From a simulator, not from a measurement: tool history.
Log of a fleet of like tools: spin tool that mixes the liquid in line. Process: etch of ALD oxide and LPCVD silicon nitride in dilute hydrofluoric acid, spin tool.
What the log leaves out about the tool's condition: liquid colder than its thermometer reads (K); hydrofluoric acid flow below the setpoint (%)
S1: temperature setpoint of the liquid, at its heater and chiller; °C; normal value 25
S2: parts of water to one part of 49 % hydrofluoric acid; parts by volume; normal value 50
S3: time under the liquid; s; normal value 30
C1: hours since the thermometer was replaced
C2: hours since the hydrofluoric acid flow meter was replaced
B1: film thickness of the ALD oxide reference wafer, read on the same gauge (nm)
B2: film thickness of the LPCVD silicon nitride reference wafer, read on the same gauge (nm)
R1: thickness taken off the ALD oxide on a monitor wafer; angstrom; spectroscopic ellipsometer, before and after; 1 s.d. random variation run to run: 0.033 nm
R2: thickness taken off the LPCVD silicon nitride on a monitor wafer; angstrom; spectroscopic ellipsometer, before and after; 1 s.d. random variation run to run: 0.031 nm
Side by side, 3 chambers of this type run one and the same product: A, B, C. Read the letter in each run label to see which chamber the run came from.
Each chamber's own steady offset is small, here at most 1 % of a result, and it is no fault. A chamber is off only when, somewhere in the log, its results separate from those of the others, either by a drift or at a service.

run,hour,S1,S2,S3,C1,C2,B1,B2,R1,R2
1B,4.3,25,50,30,537,943.4,69.968,80.005,83.369,2.7255
2C,11.1,25,50,30,1098.9,301.5,69.959,80.012,83.068,2.804
3A,18.4,25,50,30,102.9,623.9,69.992,79.984,83.167,3.1628
4B,25.5,25,50,30,558.2,964.6,70.035,80.002,82.894,2.8006
5C,30.5,25,50,30,1118.3,320.9,69.971,80.014,83.254,3.0711
6A,37.2,25,50,30,121.7,642.7,69.965,79.982,82.572,3.2471
7C,44.5,25,50,30,1132.3,334.9,69.982,80.015,82.92,2.908
8B,50.1,25,50,30,582.8,989.2,69.963,79.97,82.637,3.2033
9A,56.7,25,50,30,141.2,662.2,69.998,79.992,82.762,2.4664
10B,60.3,25,50,30,593,999.4,70.028,79.975,82.996,3.3167
11C,64,25,50,30,1151.8,354.4,69.975,80.003,82.396,2.8583
12A,69.5,25,50,30,154,675,70.011,80.013,82.637,3.1516
13B,74.2,25,50,20,606.9,1013.3,70.003,80.037,54.718,1.9189
14C,79.6,25,50,20,1167.4,370,70.019,79.966,55.309,1.9913
15A,83.8,25,50,20,168.3,689.3,70.011,80.003,55.615,2.2964
16A,87.9,25,40,15,172.4,693.4,69.978,80.005,52.696,2.1398
17B,92.1,25,40,15,624.8,1031.2,70.027,79.986,51.317,1.8491
18C,97.8,25,40,15,1185.6,388.2,70.037,79.998,52.466,1.8852
19A,101.8,25,50,30,186.3,707.3,69.958,80.019,81.945,2.9248
20B,107.4,25,50,30,640.1,1046.5,70.008,80.007,79.667,3.259
21C,112.7,25,50,30,1200.5,403.1,69.96,80.009,82.674,3.3776
22C,119.6,25,50,30,1207.4,410,69.959,80.025,82.765,3.2913

Does one chamber stand apart from the rest, does the shared gauge drift, or is all well apart from small per-chamber offsets? Give the chamber and the most likely cause, where there is one.

It is chamber B that slowly wanders off from its peers.
Most likely cause: liquid colder than its thermometer reads (K) = 0.993.

Below are 4 candidate recipes for chamber B's next run, each the usual settings with a change, their results shown as question marks. Which of them brings B's results back in line with what the other chambers give on the usual settings?
Maximum distance from the other chambers' mean on the usual settings for a result to count as in line: R1 1.2 angstrom; R2 1.1 angstrom
23B-1,125.1,24,50,30,,,,,?,?
23B-2,125.1,27,50,30,,,,,?,?
23B-3,125.1,23,50,30,,,,,?,?
23B-4,125.1,26,50,30,,,,,?,?

On the usual settings, the other chambers give on average: R1 82.84 angstrom; R2 3.1629 angstrom
run,R1,R2
23B-1,76.393,2.7268
23B-2,86.565,3.3469
23B-3,73.247,2.5453
23B-4,83.049,3.1269
With 23B-4, the chamber falls back in line with the rest.

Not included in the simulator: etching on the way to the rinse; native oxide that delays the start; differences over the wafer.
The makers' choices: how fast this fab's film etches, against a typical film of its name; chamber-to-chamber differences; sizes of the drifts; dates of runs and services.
